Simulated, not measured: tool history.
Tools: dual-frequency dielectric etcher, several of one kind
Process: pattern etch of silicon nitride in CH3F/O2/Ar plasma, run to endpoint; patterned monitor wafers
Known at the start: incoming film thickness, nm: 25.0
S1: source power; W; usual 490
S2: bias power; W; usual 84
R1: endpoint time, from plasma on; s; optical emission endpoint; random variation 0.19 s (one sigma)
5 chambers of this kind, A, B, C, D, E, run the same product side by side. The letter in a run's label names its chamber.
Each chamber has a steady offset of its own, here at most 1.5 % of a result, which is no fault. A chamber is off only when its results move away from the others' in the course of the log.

| run | day | S1 | S2 | R1 |
|---|---|---|---|---|
| 1C | 0.233 | 490 | 84 | 32.186 |
| 2B | 0.458 | 490 | 84 | 32.018 |
| 3A | 0.788 | 490 | 84 | 31.892 |
| 4E | 1.088 | 490 | 84 | 31.401 |
| 5D | 1.442 | 380 | 70 | 37.015 |
| 6E | 1.804 | 380 | 70 | 36.878 |
| 7C | 2.071 | 380 | 70 | 37.903 |
| 8A | 2.433 | 380 | 70 | 36.788 |
|  | 2.562 | chamber B: wet clean of the chamber |
| 9D | 2.742 | 380 | 70 | 36.795 |
| 10B | 3.000 | 490 | 84 | 31.994 |
| 11D | 3.325 | 490 | 84 | 31.633 |
| 12A | 3.538 | 430 | 68 | 35.858 |
| 13B | 3.908 | 430 | 68 | 35.905 |
| 14C | 4.275 | 430 | 68 | 36.638 |
| 15E | 4.471 | 430 | 68 | 35.775 |
| 16E | 4.825 | 430 | 68 | 35.416 |
| 17D | 5.075 | 490 | 84 | 31.699 |
| 18C | 5.350 | 490 | 84 | 31.868 |
| 19A | 5.562 | 490 | 84 | 31.399 |
| 20B | 5.883 | 490 | 84 | 31.934 |
| 21A | 6.217 | 490 | 84 | 31.447 |
| 22D | 6.517 | 490 | 84 | 31.739 |
| 23C | 6.771 | 490 | 84 | 31.988 |
| 24B | 7.008 | 490 | 94 | 30.767 |
| 25E | 7.296 | 490 | 94 | 30.185 |
| 26C | 7.662 | 490 | 94 | 30.564 |
|  | 7.729 | chamber D: wet clean of the chamber |
| 27B | 7.825 | 490 | 94 | 30.504 |
| 28D | 8.146 | 490 | 94 | 30.684 |
| 29A | 8.496 | 490 | 84 | 30.646 |
| 30E | 8.758 | 490 | 84 | 31.523 |
| 31E | 9.083 | 490 | 84 | 31.143 |
| 32C | 9.433 | 490 | 84 | 31.787 |
| 33A | 9.783 | 490 | 71 | 32.139 |
| 34D | 10.088 | 490 | 71 | 33.568 |
| 35B | 10.433 | 490 | 71 | 33.742 |
| 36D | 10.775 | 490 | 71 | 33.970 |
| 37C | 10.971 | 490 | 71 | 33.903 |
| 38B | 11.317 | 490 | 84 | 32.011 |
| 39E | 11.571 | 490 | 84 | 31.396 |
| 40A | 11.738 | 490 | 84 | 30.542 |
| 41D | 12.021 | 490 | 84 | 31.815 |

Next, every chamber runs the same settings. What will each give?
| 42A | 12.288 | 530 | 84 | ? |
| 42B | 12.288 | 530 | 84 | ? |
| 42C | 12.288 | 530 | 84 | ? |
| 42D | 12.288 | 530 | 84 | ? |
| 42E | 12.288 | 530 | 84 | ? |

| run | R1 |
|---|---|
| 42A | 29.292 |
| 42B | 31.372 |
| 42C | 31.029 |
| 42D | 30.695 |
| 42E | 30.749 |
